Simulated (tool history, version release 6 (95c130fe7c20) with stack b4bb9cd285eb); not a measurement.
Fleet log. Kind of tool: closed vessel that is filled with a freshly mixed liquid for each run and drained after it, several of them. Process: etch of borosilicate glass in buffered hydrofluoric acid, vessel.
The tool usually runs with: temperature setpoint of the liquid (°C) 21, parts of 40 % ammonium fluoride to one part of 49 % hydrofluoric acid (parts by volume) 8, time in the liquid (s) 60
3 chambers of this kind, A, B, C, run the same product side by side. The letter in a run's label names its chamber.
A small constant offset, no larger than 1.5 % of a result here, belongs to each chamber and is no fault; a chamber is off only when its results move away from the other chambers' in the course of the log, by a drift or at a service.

run    day  temperature setpoint of the liquid (°C)  parts of 40 % ammonium fluoride to one part of 49 % hydrofluoric acid (parts by volume)  time in the liquid (s)  hours since the thermometer was replaced  hours since the hydrofluoric acid flow meter was replaced  read-back film thickness of the borosilicate glass reference wafer, read on the same gauge (nm)  thickness taken off the borosilicate glass on a monitor wafer (Å)
 1C    0.4                                       21                                                                                        8                      60                                       440                                                      235.2                                                                                           29.999                                                             753.58
 2A  0.671                                       21                                                                                        8                      60                                     244.2                                                      563.3                                                                                           30.005                                                             766.96
 3B  0.858                                       21                                                                                        8                      60                                     185.3                                                      395.1                                                                                           30.006                                                             779.93
 4A  1.217                                       21                                                                                        8                      60                                     257.3                                                      576.4                                                                                           29.987                                                             766.59
 5C  1.412                                       21                                                                                        8                      60                                     464.3                                                      259.5                                                                                           29.999                                                              759.2
     1.796  -- chamber C: thermometer replaced
 6B  1.833                                       21                                                                                        8                      60                                     208.7                                                      418.5                                                                                           29.982                                                             770.96
 7B  2.117                                       21                                                                                        8                      60                                     215.5                                                      425.3                                                                                           30.018                                                             780.39
 8C  2.458                                       21                                                                                        8                      60                                      15.9                                                      284.6                                                                                           30.016                                                             762.82
 9A  2.654                                       21                                                                                        8                      60                                     291.8                                                      610.9                                                                                           29.984                                                             771.93
10A  2.925                                       21                                                                                        8                      60                                     298.3                                                      617.4                                                                                           30.018                                                             770.82
11B  3.158                                       21                                                                                        8                      60                                     240.5                                                      450.3                                                                                           30.027                                                             779.13
12C  3.354                                       21                                                                                        8                      60                                      37.4                                                      306.1                                                                                           30.016                                                             765.48
13B  3.662                                     25.5                                                                                        6                      60                                     252.6                                                      462.4                                                                                            29.99                                                             1340.9
14C  3.875                                     25.5                                                                                        6                      60                                      49.9                                                      318.6                                                                                           30.017                                                             1291.6
15A  4.292                                     25.5                                                                                        6                      60                                     331.1                                                      650.2                                                                                            29.99                                                             1291.7
16C  4.708                                       21                                                                                        8                      60                                      69.9                                                      338.6                                                                                           30.006                                                             767.53
17B  5.121                                       21                                                                                        8                      60                                     287.6                                                      497.4                                                                                           30.015                                                             794.28
18A  5.446                                       21                                                                                        8                      60                                     358.8                                                      677.9                                                                                           29.982                                                             774.13
19C  5.779                                       26                                                                                        8                      30                                      95.6                                                      364.3                                                                                           30.001                                                             497.16
20B  6.121                                       26                                                                                        8                      30                                     311.6                                                      521.4                                                                                            29.99                                                             526.64
21A  6.412                                       26                                                                                        8                      30                                       382                                                      701.1                                                                                           29.977                                                             501.36
22A    6.6                                       21                                                                                        8                      50                                     386.5                                                      705.6                                                                                           30.011                                                             644.17
23B  6.879                                       21                                                                                        8                      50                                     329.8                                                      539.6                                                                                           29.987                                                             674.94

For the next run the whole fleet of 3 chambers uses the same settings. Give each chamber's results:
24A  7.183                                     24.5                                                                                        8                      60                                                                                                                                                                                                                                                                        ?
24B  7.183                                     24.5                                                                                        8                      60                                                                                                                                                                                                                                                                        ?
24C  7.183                                     24.5                                                                                        8                      60                                                                                                                                                                                                                                                                        ?

run  thickness taken off the borosilicate glass on a monitor wafer (Å)
24A                                                             936.03
24B                                                             989.03
24C                                                             906.56

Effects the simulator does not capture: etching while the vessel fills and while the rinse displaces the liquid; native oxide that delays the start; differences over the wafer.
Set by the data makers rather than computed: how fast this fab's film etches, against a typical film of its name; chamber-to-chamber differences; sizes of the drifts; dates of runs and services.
